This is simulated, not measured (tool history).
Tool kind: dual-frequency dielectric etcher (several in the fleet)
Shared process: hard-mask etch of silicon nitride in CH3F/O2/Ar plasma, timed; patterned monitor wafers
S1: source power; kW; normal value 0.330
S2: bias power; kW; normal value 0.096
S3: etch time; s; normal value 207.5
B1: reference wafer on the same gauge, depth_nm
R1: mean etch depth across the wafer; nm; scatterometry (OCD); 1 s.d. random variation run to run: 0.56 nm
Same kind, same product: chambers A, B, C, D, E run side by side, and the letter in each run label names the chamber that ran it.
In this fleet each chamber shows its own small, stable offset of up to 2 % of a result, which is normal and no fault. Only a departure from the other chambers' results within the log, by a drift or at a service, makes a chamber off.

run,hour,S1,S2,S3,B1,R1
1E,5.9,0.330,0.096,207.5,154.91,153.02
2B,12.9,0.330,0.096,207.5,155.05,151.43
3C,21.1,0.330,0.096,207.5,155.05,152.74
4D,26.6,0.330,0.096,207.5,155.01,150.16
5A,34.5,0.330,0.096,207.5,155.18,150.30
6B,42.4,0.330,0.096,207.5,154.98,152.09
7E,50.1,0.330,0.096,207.5,154.97,151.72
8D,56.4,0.330,0.096,207.5,155.01,149.52
9C,61.2,0.330,0.096,207.5,154.95,152.86
10A,65.1,0.330,0.096,207.5,155.04,149.80
11E,70.1,0.330,0.096,207.5,154.82,152.52
12C,73.8,0.330,0.096,207.5,154.87,152.54
# hour 79.0: chamber E: bias power generator calibrated
13D,79.3,0.330,0.096,207.5,154.94,149.27
# hour 80.1: chamber B: wet clean of the chamber
14A,82.9,0.330,0.096,207.5,154.91,150.77
15B,88.4,0.330,0.096,207.5,155.02,157.45
16E,95.7,0.330,0.096,207.5,154.95,152.79
17C,99.9,0.330,0.096,207.5,155.04,152.85
# hour 101.3: chamber C: source power generator calibrated
18B,107.1,0.330,0.096,207.5,155.09,158.41
19D,112.5,0.330,0.096,207.5,155.02,149.72
# hour 112.8: chamber D: wet clean of the chamber
20A,116.7,0.330,0.096,207.5,155.17,149.46
21D,121.1,0.330,0.096,207.5,155.00,149.62
22C,128.0,0.330,0.096,207.5,155.02,151.61
23A,134.8,0.330,0.096,207.5,154.98,150.99
24B,141.1,0.330,0.096,207.5,155.05,158.47
25E,148.9,0.260,0.096,207.5,155.10,139.83
26B,155.5,0.260,0.096,207.5,155.02,145.07
27D,162.4,0.260,0.096,207.5,154.84,136.75
28C,166.7,0.260,0.096,207.5,154.87,139.20
29A,171.5,0.260,0.096,207.5,155.10,136.86
30E,177.8,0.330,0.096,176.5,154.98,129.59
31C,186.1,0.330,0.096,176.5,154.88,129.03
32A,191.3,0.330,0.096,176.5,155.03,127.45
33B,198.3,0.330,0.096,176.5,155.00,133.97
34D,203.2,0.330,0.096,176.5,155.06,127.19
35E,209.1,0.330,0.110,185.0,154.96,144.43
36C,216.0,0.330,0.110,185.0,155.01,143.25
37A,222.5,0.330,0.110,185.0,154.85,140.63
38D,230.4,0.330,0.110,185.0,154.97,140.87
39B,237.2,0.330,0.110,185.0,155.14,147.42

Is one chamber out of step, is the gauge drifting, or do the chambers differ by no more than their own small offsets? For an off chamber, give its letter and the likeliest cause.

After it was serviced, chamber B no longer matches the other chambers.
Likeliest cause: etch rate over this chamber's usual, % = 3.73.

Below are 4 candidate recipes for chamber B's next run, each the usual settings with a change, their results shown as question marks. Which of them brings B's results back in line with what the other chambers give on the usual settings?
In line here means within this much of the mean the other chambers give on the usual settings: R1 2.00 nm
40B-1,243.2,0.330,0.098,220.5,,?
40B-2,243.2,0.300,0.087,207.5,,?
40B-3,243.2,0.330,0.097,215.0,,?
40B-4,243.2,0.330,0.095,200.0,,?

Usual-settings mean across the other chambers: R1 151.15 nm
run,R1
40B-1,168.89
40B-2,146.89
40B-3,164.07
40B-4,151.47
Change 40B-4 lands the chamber within the allowed miss of the other chambers.
